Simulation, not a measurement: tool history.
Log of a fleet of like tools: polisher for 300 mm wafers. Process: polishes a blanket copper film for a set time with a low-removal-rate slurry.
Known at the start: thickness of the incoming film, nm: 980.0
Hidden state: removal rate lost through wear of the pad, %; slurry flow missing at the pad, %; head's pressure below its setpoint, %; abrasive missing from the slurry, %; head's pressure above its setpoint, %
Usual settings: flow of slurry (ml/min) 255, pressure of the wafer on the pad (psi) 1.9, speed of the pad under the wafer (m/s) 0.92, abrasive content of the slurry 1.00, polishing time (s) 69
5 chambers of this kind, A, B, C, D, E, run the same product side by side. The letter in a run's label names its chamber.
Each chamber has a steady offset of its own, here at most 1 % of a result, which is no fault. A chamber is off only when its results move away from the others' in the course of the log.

run   hour  flow of slurry (ml/min)  pressure of the wafer on the pad (psi)  speed of the pad under the wafer (m/s)  abrasive content of the slurry  polishing time (s)  wafers polished on this pad  hours since the slurry nozzle was cleaned  hours since the head pressure was calibrated  hours since the slurry blender was calibrated  film removed (angstrom)
 1C    4.9                      255                                     1.9                                    0.92                            1.00                  69                          862                                      224.8                                         976.5                                           54.2                  1174.20
       8.6  -- chamber E: worn pad replaced by a new one
 2E    9.9                      255                                     1.9                                    0.92                            1.00                  69                            8                                      212.9                                         163.7                                           63.5                  1163.80
      16.1  -- chamber D: worn pad replaced by a new one
 3D   16.8                      255                                     1.9                                    0.92                            1.00                  69                            4                                      277.1                                         418.7                                          181.5                  1168.20
 4A   22.1                      255                                     1.9                                    0.92                            1.00                  69                          448                                      538.7                                        1286.5                                          356.1                  1160.70
 5B   28.7                      255                                     1.9                                    0.92                            1.00                  69                         1218                                      119.7                                        1158.5                                          201.2                  1166.90
      34.7  -- chamber C: slurry nozzle cleaned
 6B   36.0                      255                                     1.9                                    0.92                            1.00                  69                         1261                                      127.0                                        1165.8                                          208.5                  1157.80
 7D   39.4                      255                                     1.9                                    0.92                            1.00                  69                          137                                      299.7                                         441.3                                          204.1                  1174.30
 8A   43.2                      255                                     2.3                                    0.92                            1.00                  69                          572                                      559.8                                        1307.6                                          377.2                  1417.40
      46.3  -- chamber B: worn pad replaced by a new one
 9C   50.4                      255                                     2.3                                    0.92                            1.00                  69                         1129                                       15.7                                        1022.0                                           99.7                  1433.00
10E   55.0                      255                                     2.3                                    0.92                            1.00                  69                          273                                      258.0                                         208.8                                          108.6                  1413.20
      59.9  -- chamber C: worn pad replaced by a new one
      60.3  -- chamber B: head pressure recalibrated
11B   61.3                      255                                     2.3                                    0.92                            1.00                  69                           88                                      152.3                                           1.0                                          233.8                  1398.10
12D   64.8                      255                                     2.3                                    0.92                            1.00                  69                          286                                      325.1                                         466.7                                          229.5                  1433.20
13C   70.1                      255                                     1.9                                    0.92                            1.00                  69                           60                                       35.4                                        1041.7                                          119.4                  1173.20
      70.6  -- chamber C: slurry blender recalibrated
14E   73.5                      255                                     1.9                                    0.92                            1.00                  69                          382                                      276.5                                         227.3                                          127.1                  1178.60
      76.1  -- chamber A: worn pad replaced by a new one
15A   79.2                      255                                     1.9                                    0.92                            1.00                  69                           18                                      595.8                                        1343.6                                          413.2                  1162.90
16B   85.3                      255                                     1.9                                    0.92                            1.00                  69                          229                                      176.3                                          25.0                                          257.8                  1164.30
      87.7  -- chamber C: head pressure recalibrated
17D   90.4                      255                                     1.9                                    0.92                            1.00                  69                          437                                      350.7                                         492.3                                          255.1                  1164.30
      90.9  -- chamber A: head pressure recalibrated
18E   94.9                      255                                     1.9                                    0.72                            1.15                  69                          508                                      297.9                                         248.7                                          148.5                   939.16
19C   98.3                      255                                     1.9                                    0.72                            1.15                  69                          226                                       63.6                                          10.7                                           27.7                   887.09
20A  103.8                      255                                     1.9                                    0.72                            1.15                  69                          163                                      620.4                                          13.0                                          437.8                   939.50
21E  109.5                      255                                     1.9                                    0.72                            1.15                  69                          594                                      312.5                                         263.3                                          163.1                   935.39
22A  113.6                      255                                     1.9                                    0.72                            1.15                  69                          221                                      630.2                                          22.8                                          447.6                   940.02
23B  119.9                      255                                     1.9                                    0.92                            1.00                  69                          433                                      210.9                                          59.6                                          292.4                  1167.40
     120.8  -- chamber A: slurry blender recalibrated
24D  124.6                      255                                     1.9                                    0.92                            1.00                  69                          638                                      384.9                                         526.5                                          289.3                  1164.30
25C  131.4                      255                                     1.9                                    0.92                            1.00                  69                          421                                       96.7                                          43.8                                           60.8                  1095.20
26D  138.9                      255                                     1.9                                    0.92                            1.00                  57                          722                                      399.2                                         540.8                                          303.6                   959.08
27B  142.3                      255                                     1.9                                    0.92                            1.00                  57                          564                                      233.3                                          82.0                                          314.8                   967.22
     145.3  -- chamber E: worn pad replaced by a new one
28A  146.8                      255                                     1.9                                    0.92                            1.00                  57                          416                                      663.4                                          56.0                                           26.0                   970.48
     146.9  -- chamber B: slurry blender recalibrated
29C  152.2                      255                                     1.9                                    0.92                            1.00                  57                          543                                      117.5                                          64.6                                           81.6                   905.72
30E  157.8                      255                                     1.9                                    0.92                            1.00                  57                           73                                      360.8                                         311.6                                          211.4                   957.72
     158.9  -- chamber D: head pressure recalibrated
31A  165.4                      255                                     1.9                                    0.92                            1.15                  69                          525                                      682.0                                          74.6                                           44.6                  1195.20
32E  170.8                      255                                     1.9                                    0.92                            1.15                  69                          150                                      373.8                                         324.6                                          224.4                  1191.10
     173.4  -- chamber D: slurry blender recalibrated
     174.1  -- chamber E: slurry nozzle cleaned
33B  176.9                      255                                     1.9                                    0.92                            1.15                  69                          768                                      267.9                                         116.6                                           30.0                  1210.10
34C  181.4                      255                                     1.9                                    0.92                            1.15                  69                          715                                      146.7                                          93.8                                          110.8                  1129.40
     181.6  -- chamber C: slurry blender recalibrated
35D  185.9                      255                                     1.9                                    0.92                            1.15                  69                          999                                      446.2                                          27.0                                           12.5                  1199.80
36C  191.0                      255                                     1.9                                    0.92                            1.00                  69                          771                                      156.3                                         103.4                                            9.5                  1088.60
     192.4  -- chamber A: worn pad replaced by a new one
37E  197.9                      255                                     1.9                                    0.92                            1.00                  69                          309                                       23.8                                         351.7                                          251.5                  1156.20
38D  203.1                      255                                     1.9                                    0.92                            1.00                  69                         1100                                      463.4                                          44.2                                           29.7                  1166.50
39B  209.4                      255                                     1.9                                    0.92                            0.90                  78                          959                                      300.4                                         149.1                                           62.5                  1282.70
     210.7  -- chamber D: worn pad replaced by a new one
40A  213.9                      255                                     1.9                                    0.92                            0.90                  78                          126                                      730.5                                         123.1                                           93.1                  1274.90
41C  219.4                      255                                     1.9                                    0.92                            0.90                  78                          939                                      184.7                                         131.8                                           37.9                  1194.30
42D  225.1                      255                                     1.9                                    0.92                            0.90                  78                           85                                      485.4                                          66.2                                           51.7                  1281.90

All 5 chambers run these settings next. Forecast each chamber's results:
43A  230.6                      255                                     1.9                                    0.92                            1.00                  61                                                                                                                                                                                             ?
43B  230.6                      255                                     1.9                                    0.92                            1.00                  61                                                                                                                                                                                             ?
43C  230.6                      255                                     1.9                                    0.92                            1.00                  61                                                                                                                                                                                             ?
43D  230.6                      255                                     1.9                                    0.92                            1.00                  61                                                                                                                                                                                             ?
43E  230.6                      255                                     1.9                                    0.92                            1.00                  61                                                                                                                                                                                             ?

run  film removed (angstrom)
43A                  1020.50
43B                  1022.20
43C                   969.89
43D                  1028.80
43E                  1018.70
